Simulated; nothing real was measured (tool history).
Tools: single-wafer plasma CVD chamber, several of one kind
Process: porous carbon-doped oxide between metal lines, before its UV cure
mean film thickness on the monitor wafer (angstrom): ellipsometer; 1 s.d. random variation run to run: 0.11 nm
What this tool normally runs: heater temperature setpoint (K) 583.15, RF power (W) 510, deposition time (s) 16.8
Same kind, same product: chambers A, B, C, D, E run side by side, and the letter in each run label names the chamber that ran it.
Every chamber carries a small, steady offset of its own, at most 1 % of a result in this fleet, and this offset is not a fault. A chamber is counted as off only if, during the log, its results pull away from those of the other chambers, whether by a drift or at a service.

| run | hour | heater temperature setpoint (K) | RF power (W) | deposition time (s) | hours since the last thermocouple change | hours since the last RF generator calibration | read-back reference wafer on the same gauge, thickness_nm | mean film thickness on the monitor wafer (angstrom) |
|---|---|---|---|---|---|---|---|---|
| 1E | 3.7 | 583.15 | 510 | 16.8 | 315.4 | 302.7 | 80.898 | 890.36 |
|  | 8.2 | chamber B: RF generator calibrated |
| 2A | 8.7 | 583.15 | 510 | 16.8 | 1405.7 | 1020.0 | 80.890 | 886.76 |
| 3D | 11.6 | 583.15 | 510 | 16.8 | 920.4 | 37.4 | 80.883 | 885.68 |
| 4B | 16.5 | 583.15 | 510 | 16.8 | 316.6 | 8.3 | 80.861 | 886.74 |
| 5C | 20.4 | 583.15 | 510 | 16.8 | 2850.4 | 55.0 | 80.859 | 882.06 |
| 6E | 25.2 | 583.15 | 510 | 16.8 | 336.9 | 324.2 | 80.848 | 890.58 |
| 7A | 29.8 | 583.15 | 510 | 16.8 | 1426.8 | 1041.1 | 80.828 | 885.72 |
| 8C | 33.7 | 583.15 | 510 | 16.8 | 2863.7 | 68.3 | 80.807 | 882.00 |
| 9D | 37.2 | 583.15 | 510 | 16.8 | 946.0 | 63.0 | 80.814 | 883.66 |
| 10B | 40.8 | 583.15 | 595 | 16.8 | 340.9 | 32.6 | 80.816 | 979.06 |
| 11E | 46.2 | 583.15 | 595 | 16.8 | 357.9 | 345.2 | 80.785 | 986.18 |
| 12A | 50.9 | 583.15 | 595 | 16.8 | 1447.9 | 1062.2 | 80.780 | 978.99 |
| 13B | 55.1 | 583.15 | 595 | 16.8 | 355.2 | 46.9 | 80.782 | 978.37 |
| 14C | 58.4 | 583.15 | 595 | 16.8 | 2888.4 | 93.0 | 80.771 | 972.07 |
| 15D | 63.0 | 583.15 | 510 | 16.8 | 971.8 | 88.8 | 80.761 | 885.77 |
| 16B | 67.6 | 583.15 | 510 | 16.8 | 367.7 | 59.4 | 80.780 | 883.15 |
| 17C | 73.1 | 583.15 | 510 | 16.8 | 2903.1 | 107.7 | 80.723 | 877.95 |
| 18D | 75.6 | 583.15 | 510 | 16.8 | 984.4 | 101.4 | 80.748 | 885.35 |
| 19E | 78.9 | 583.15 | 510 | 16.8 | 390.6 | 377.9 | 80.702 | 888.91 |
| 20A | 83.5 | 583.15 | 425 | 15.1 | 1480.5 | 1094.8 | 80.684 | 702.87 |
| 21C | 87.7 | 583.15 | 425 | 15.1 | 2917.7 | 122.3 | 80.686 | 696.49 |
| 22A | 91.1 | 583.15 | 425 | 15.1 | 1488.1 | 1102.4 | 80.688 | 700.94 |
| 23B | 96.3 | 583.15 | 425 | 15.1 | 396.4 | 88.1 | 80.666 | 698.91 |
| 24E | 101.0 | 583.15 | 425 | 15.1 | 412.7 | 400.0 | 80.659 | 700.98 |
| 25D | 106.0 | 583.15 | 510 | 16.8 | 1014.8 | 131.8 | 80.664 | 883.71 |
| 26B | 111.6 | 583.15 | 510 | 16.8 | 411.7 | 103.4 | 80.621 | 882.83 |
| 27A | 117.3 | 583.15 | 510 | 16.8 | 1514.3 | 1128.6 | 80.646 | 883.15 |
| 28E | 120.4 | 583.15 | 510 | 16.8 | 432.1 | 419.4 | 80.609 | 888.43 |
| 29D | 124.9 | 583.15 | 510 | 16.8 | 1033.7 | 150.7 | 80.594 | 882.50 |
| 30C | 129.9 | 583.15 | 510 | 16.8 | 2959.9 | 164.5 | 80.612 | 879.19 |
| 31A | 135.0 | 583.15 | 510 | 16.8 | 1532.0 | 1146.3 | 80.606 | 883.10 |
| 32C | 139.3 | 583.15 | 510 | 16.8 | 2969.3 | 173.9 | 80.551 | 878.15 |
| 33E | 142.5 | 583.15 | 510 | 16.8 | 454.2 | 441.5 | 80.570 | 886.87 |
| 34B | 146.0 | 583.15 | 510 | 16.8 | 446.1 | 137.8 | 80.578 | 882.35 |
| 35D | 149.7 | 583.15 | 510 | 19.6 | 1058.5 | 175.5 | 80.570 | 1024.90 |
| 36D | 152.8 | 583.15 | 510 | 19.6 | 1061.6 | 178.6 | 80.520 | 1026.80 |
| 37E | 156.4 | 583.15 | 510 | 19.6 | 468.1 | 455.4 | 80.532 | 1030.80 |
| 38C | 159.1 | 583.15 | 510 | 19.6 | 2989.1 | 193.7 | 80.531 | 1020.80 |
| 39A | 161.9 | 583.15 | 510 | 19.6 | 1558.9 | 1173.2 | 80.539 | 1026.70 |
| 40B | 165.5 | 583.15 | 510 | 16.8 | 465.6 | 157.3 | 80.525 | 881.45 |
| 41E | 169.7 | 583.15 | 510 | 16.8 | 481.4 | 468.7 | 80.494 | 888.71 |
| 42D | 175.1 | 575.15 | 510 | 19.0 | 1083.9 | 200.9 | 80.494 | 1036.90 |

Each of the 5 chambers runs these same settings next. Fill in every chamber's results:
| 43A | 179.2 | 583.15 | 510 | 16.8 |  |  |  | ? |
| 43B | 179.2 | 583.15 | 510 | 16.8 |  |  |  | ? |
| 43C | 179.2 | 583.15 | 510 | 16.8 |  |  |  | ? |
| 43D | 179.2 | 583.15 | 510 | 16.8 |  |  |  | ? |
| 43E | 179.2 | 583.15 | 510 | 16.8 |  |  |  | ? |

| run | mean film thickness on the monitor wafer (angstrom) |
|---|---|
| 43A | 880.74 |
| 43B | 882.30 |
| 43C | 877.62 |
| 43D | 882.84 |
| 43E | 884.29 |
